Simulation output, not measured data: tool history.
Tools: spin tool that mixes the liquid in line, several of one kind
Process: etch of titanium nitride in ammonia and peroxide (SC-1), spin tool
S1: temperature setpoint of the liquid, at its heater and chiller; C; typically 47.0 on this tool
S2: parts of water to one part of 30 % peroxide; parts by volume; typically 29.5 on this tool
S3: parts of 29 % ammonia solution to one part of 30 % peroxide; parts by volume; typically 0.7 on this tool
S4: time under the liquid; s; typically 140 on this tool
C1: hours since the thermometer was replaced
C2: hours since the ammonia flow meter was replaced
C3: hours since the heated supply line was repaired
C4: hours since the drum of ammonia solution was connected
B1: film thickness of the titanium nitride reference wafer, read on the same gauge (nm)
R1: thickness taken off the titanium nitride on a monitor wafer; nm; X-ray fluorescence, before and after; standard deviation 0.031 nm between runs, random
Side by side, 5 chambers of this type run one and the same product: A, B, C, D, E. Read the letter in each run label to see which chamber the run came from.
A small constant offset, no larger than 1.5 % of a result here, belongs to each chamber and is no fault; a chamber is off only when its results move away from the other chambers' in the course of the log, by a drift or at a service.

run,hour,S1,S2,S3,S4,C1,C2,C3,C4,B1,R1
1C,8.5,47.0,29.5,0.7,140,209.9,159.1,991.1,242.3,70.034,4.7489
2B,16.5,47.0,29.5,0.7,140,684.3,136.6,212.8,910.6,69.995,4.6195
# hour 21.2: chamber A: ammonia flow meter replaced
3D,22.6,47.0,29.5,0.7,140,448.2,747.5,3219.4,72.4,69.998,4.6049
4A,31.5,47.0,29.5,0.7,140,674.7,10.3,3000.1,898.1,70.042,4.7731
5E,40.8,47.0,29.5,0.7,140,301.5,1085.0,1271.4,156.9,70.031,4.6069
6A,45.6,47.0,29.5,0.7,140,688.8,24.4,3014.2,912.2,70.030,4.7992
7D,53.7,47.0,29.5,0.7,140,479.3,778.6,3250.5,103.5,69.974,4.6290
8E,60.0,47.0,29.5,0.7,140,320.7,1104.2,1290.6,176.1,69.991,4.6422
9C,64.7,47.0,29.5,0.7,140,266.1,215.3,1047.3,298.5,69.995,4.7168
10B,69.6,47.0,29.5,0.7,140,737.4,189.7,265.9,963.7,70.022,4.6962
11D,75.0,47.0,29.5,0.7,140,500.6,799.9,3271.8,124.8,69.996,4.6025
12A,83.9,47.0,29.5,0.7,140,727.1,62.7,3052.5,950.5,70.006,4.7607
13E,93.4,47.0,37.5,0.5,140,354.1,1137.6,1324.0,209.5,70.001,3.7680
14B,99.4,47.0,37.5,0.5,140,767.2,219.5,295.7,993.5,70.035,3.8403
15C,104.5,47.0,37.5,0.5,140,305.9,255.1,1087.1,338.3,70.022,3.8336
16A,110.1,47.0,37.5,0.5,140,753.3,88.9,3078.7,976.7,69.979,3.8712
# hour 111.8: chamber A: new drum of ammonia solution connected
# hour 114.1: chamber E: heated supply line repaired
17E,114.5,47.0,37.5,0.5,140,375.2,1158.7,0.4,230.6,70.019,3.8213
18C,122.0,47.0,29.5,0.7,140,323.4,272.6,1104.6,355.8,70.036,4.6127
19B,127.6,47.0,29.5,0.7,140,795.4,247.7,323.9,1021.7,70.013,4.6728
20D,133.2,47.0,29.5,0.7,140,558.8,858.1,3330.0,183.0,69.986,4.6417
21E,142.2,47.0,29.5,0.7,140,402.9,1186.4,28.1,258.3,69.972,4.6770
# hour 144.3: chamber D: new drum of ammonia solution connected
22B,151.6,47.0,29.5,0.7,140,819.4,271.7,347.9,1045.7,70.033,4.6125
# hour 154.1: chamber D: heated supply line repaired
23C,161.3,47.0,29.5,0.7,140,362.7,311.9,1143.9,395.1,70.022,4.5892
# hour 165.1: chamber B: new drum of ammonia solution connected
24A,171.1,47.0,29.5,0.7,140,814.3,149.9,3139.7,59.4,69.991,4.7226
25D,175.6,47.0,29.5,0.7,140,601.2,900.5,21.5,31.3,70.009,4.6546
26B,181.5,47.0,29.5,0.7,140,849.3,301.6,377.8,16.5,70.041,4.6810
27D,190.1,53.5,29.5,0.7,140,615.7,915.0,36.0,45.8,70.021,7.2984
28E,195.8,53.5,29.5,0.7,140,456.5,1240.0,81.7,311.9,69.991,7.2635
29C,205.1,53.5,29.5,0.7,140,406.5,355.7,1187.7,438.9,70.022,7.1063
30A,212.8,53.5,29.5,0.7,140,856.0,191.6,3181.4,101.1,70.002,7.4129
31D,222.0,53.5,29.5,0.7,140,647.6,946.9,67.9,77.7,69.995,7.3091
32C,227.5,47.0,29.5,0.7,140,428.9,378.1,1210.1,461.3,69.970,4.4018
33E,233.0,47.0,29.5,0.7,140,493.7,1277.2,118.9,349.1,70.007,4.6566
34B,237.5,47.0,29.5,0.7,140,905.3,357.6,433.8,72.5,70.028,4.6620

Which is it: a chamber that has drifted or been left off by a service, a gauge drift common to all chambers, or only each chamber's usual small offset? If a chamber is off, name it and its likeliest cause.

One chamber, C, drifts off from the rest bit by bit.
What lies behind it: liquid colder than its thermometer reads (K) = 0.968.
From this log alone, it may not be told apart from: temperature lost on the way to the wafer (K).

Which of the 4 candidates below, each the usual settings with something changed and its results left as question marks, puts chamber C back in line with what the other chambers give on the usual settings?
Maximum distance from the other chambers' mean on the usual settings for a result to count as in line: R1 0.1100 nm
35C-1,244.6,47.0,28.5,0.70,140,,,,,,?
35C-2,244.6,47.0,29.5,0.60,140,,,,,,?
35C-3,244.6,46.5,29.5,0.70,135,,,,,,?
35C-4,244.6,47.0,29.5,0.95,140,,,,,,?

The mean the other chambers reach with the usual settings: R1 4.6789 nm
run,R1
35C-1,4.4900
35C-2,4.2775
35C-3,4.0979
35C-4,4.6619
The right change is 35C-4: it brings the chamber back within the allowed miss of the others.
